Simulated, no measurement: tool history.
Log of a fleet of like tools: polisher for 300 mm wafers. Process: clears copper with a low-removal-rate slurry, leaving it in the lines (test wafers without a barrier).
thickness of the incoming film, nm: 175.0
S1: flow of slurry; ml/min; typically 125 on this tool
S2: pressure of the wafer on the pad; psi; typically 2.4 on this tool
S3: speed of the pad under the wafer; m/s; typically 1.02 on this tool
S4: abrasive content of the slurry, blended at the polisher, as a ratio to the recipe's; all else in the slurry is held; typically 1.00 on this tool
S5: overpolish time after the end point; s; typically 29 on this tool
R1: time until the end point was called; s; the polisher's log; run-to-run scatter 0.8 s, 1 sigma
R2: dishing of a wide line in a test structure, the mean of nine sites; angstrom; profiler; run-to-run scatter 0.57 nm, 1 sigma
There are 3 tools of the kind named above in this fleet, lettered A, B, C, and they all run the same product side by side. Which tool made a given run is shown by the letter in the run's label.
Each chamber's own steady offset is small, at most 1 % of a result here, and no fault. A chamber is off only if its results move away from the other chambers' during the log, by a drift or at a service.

run 1B hour=12.2 | S1=125 S2=2.4 S3=1.02 S4=1.00 S5=29 | R1=65.013 R2=516.85
-- hour=17.1 chamber C: worn pad replaced by a new one
run 2A hour=22.3 | S1=125 S2=2.4 S3=1.02 S4=1.00 S5=29 | R1=65.174 R2=522.90
-- hour=32.8 chamber A: worn pad replaced by a new one
run 3C hour=34.7 | S1=125 S2=2.4 S3=1.02 S4=1.00 S5=29 | R1=64.746 R2=522.83
run 4C hour=43.2 | S1=125 S2=2.4 S3=1.02 S4=1.00 S5=29 | R1=65.633 R2=511.48
run 5B hour=54.5 | S1=125 S2=2.4 S3=1.02 S4=1.00 S5=29 | R1=64.728 R2=519.01
run 6A hour=62.4 | S1=125 S2=2.4 S3=1.02 S4=1.00 S5=29 | R1=63.449 R2=519.61
run 7B hour=73.1 | S1=125 S2=2.4 S3=1.02 S4=1.00 S5=29 | R1=64.483 R2=523.86
-- hour=74.0 chamber B: head pressure recalibrated
-- hour=81.4 chamber A: head pressure recalibrated
-- hour=82.4 chamber C: slurry blender recalibrated
run 8A hour=84.9 | S1=125 S2=2.4 S3=1.02 S4=1.00 S5=29 | R1=64.807 R2=526.67
-- hour=85.6 chamber B: worn pad replaced by a new one
run 9C hour=96.3 | S1=125 S2=2.4 S3=1.02 S4=1.00 S5=29 | R1=65.930 R2=516.88
run 10A hour=105.4 | S1=125 S2=2.4 S3=1.02 S4=1.00 S5=29 | R1=63.707 R2=517.13
-- hour=106.3 chamber A: worn pad replaced by a new one
-- hour=108.8 chamber B: slurry blender recalibrated
run 11C hour=113.2 | S1=125 S2=2.4 S3=1.02 S4=1.00 S5=29 | R1=63.922 R2=517.68
-- hour=118.3 chamber C: worn pad replaced by a new one
run 12B hour=122.9 | S1=125 S2=2.4 S3=1.02 S4=1.00 S5=29 | R1=64.373 R2=521.49
run 13C hour=134.7 | S1=125 S2=2.4 S3=1.02 S4=1.00 S5=29 | R1=65.043 R2=514.29
run 14A hour=146.3 | S1=125 S2=2.4 S3=1.02 S4=1.00 S5=29 | R1=65.794 R2=520.83
run 15B hour=153.5 | S1=125 S2=2.4 S3=1.02 S4=1.00 S5=29 | R1=63.905 R2=524.42
run 16C hour=159.5 | S1=125 S2=2.4 S3=1.02 S4=1.00 S5=29 | R1=64.347 R2=513.76
-- hour=164.7 chamber A: slurry blender recalibrated
run 17B hour=169.7 | S1=125 S2=2.4 S3=1.02 S4=1.00 S5=29 | R1=65.271 R2=527.58
run 18A hour=178.3 | S1=125 S2=2.4 S3=1.02 S4=1.00 S5=29 | R1=64.336 R2=515.08
-- hour=182.2 chamber C: head pressure recalibrated
-- hour=188.9 chamber A: worn pad replaced by a new one
run 19A hour=190.8 | S1=125 S2=2.4 S3=1.02 S4=1.25 S5=29 | R1=60.769 R2=542.87
run 20B hour=197.2 | S1=125 S2=2.4 S3=1.02 S4=1.25 S5=29 | R1=61.735 R2=543.01
-- hour=200.6 chamber B: worn pad replaced by a new one
run 21C hour=208.5 | S1=125 S2=2.4 S3=1.02 S4=1.25 S5=29 | R1=62.290 R2=538.86
run 22A hour=216.5 | S1=125 S2=2.4 S3=1.02 S4=1.00 S5=29 | R1=65.755 R2=517.95
run 23B hour=225.7 | S1=125 S2=2.4 S3=1.02 S4=1.00 S5=29 | R1=64.354 R2=520.75
-- hour=231.6 chamber C: worn pad replaced by a new one
run 24C hour=235.1 | S1=125 S2=2.4 S3=1.22 S4=1.00 S5=29 | R1=54.236 R2=580.38
-- hour=240.8 chamber B: slurry blender recalibrated
run 25C hour=247.0 | S1=125 S2=2.4 S3=1.22 S4=1.00 S5=29 | R1=53.169 R2=595.30
run 26A hour=256.5 | S1=125 S2=2.4 S3=1.22 S4=1.00 S5=29 | R1=54.736 R2=592.68
-- hour=257.3 chamber A: worn pad replaced by a new one
run 27B hour=265.6 | S1=125 S2=2.4 S3=1.02 S4=1.00 S5=29 | R1=65.832 R2=524.24
run 28C hour=277.6 | S1=125 S2=2.4 S3=1.02 S4=1.00 S5=29 | R1=63.791 R2=502.07
run 29A hour=283.9 | S1=125 S2=2.4 S3=1.02 S4=1.00 S5=29 | R1=63.441 R2=522.29
run 30B hour=292.7 | S1=125 S2=2.4 S3=1.02 S4=1.00 S5=29 | R1=64.195 R2=511.76
run 31C hour=299.4 | S1=125 S2=2.4 S3=1.02 S4=1.00 S5=29 | R1=63.826 R2=506.27

Read the log: is a single chamber off, either drifting away or since a service, is the gauge that measures every chamber drifting, or is nothing wrong beyond small per-chamber offsets? Name any odd chamber and what most likely caused it.

No chamber is off and the gauge is stable; the differences are just each chamber's small, constant offset.

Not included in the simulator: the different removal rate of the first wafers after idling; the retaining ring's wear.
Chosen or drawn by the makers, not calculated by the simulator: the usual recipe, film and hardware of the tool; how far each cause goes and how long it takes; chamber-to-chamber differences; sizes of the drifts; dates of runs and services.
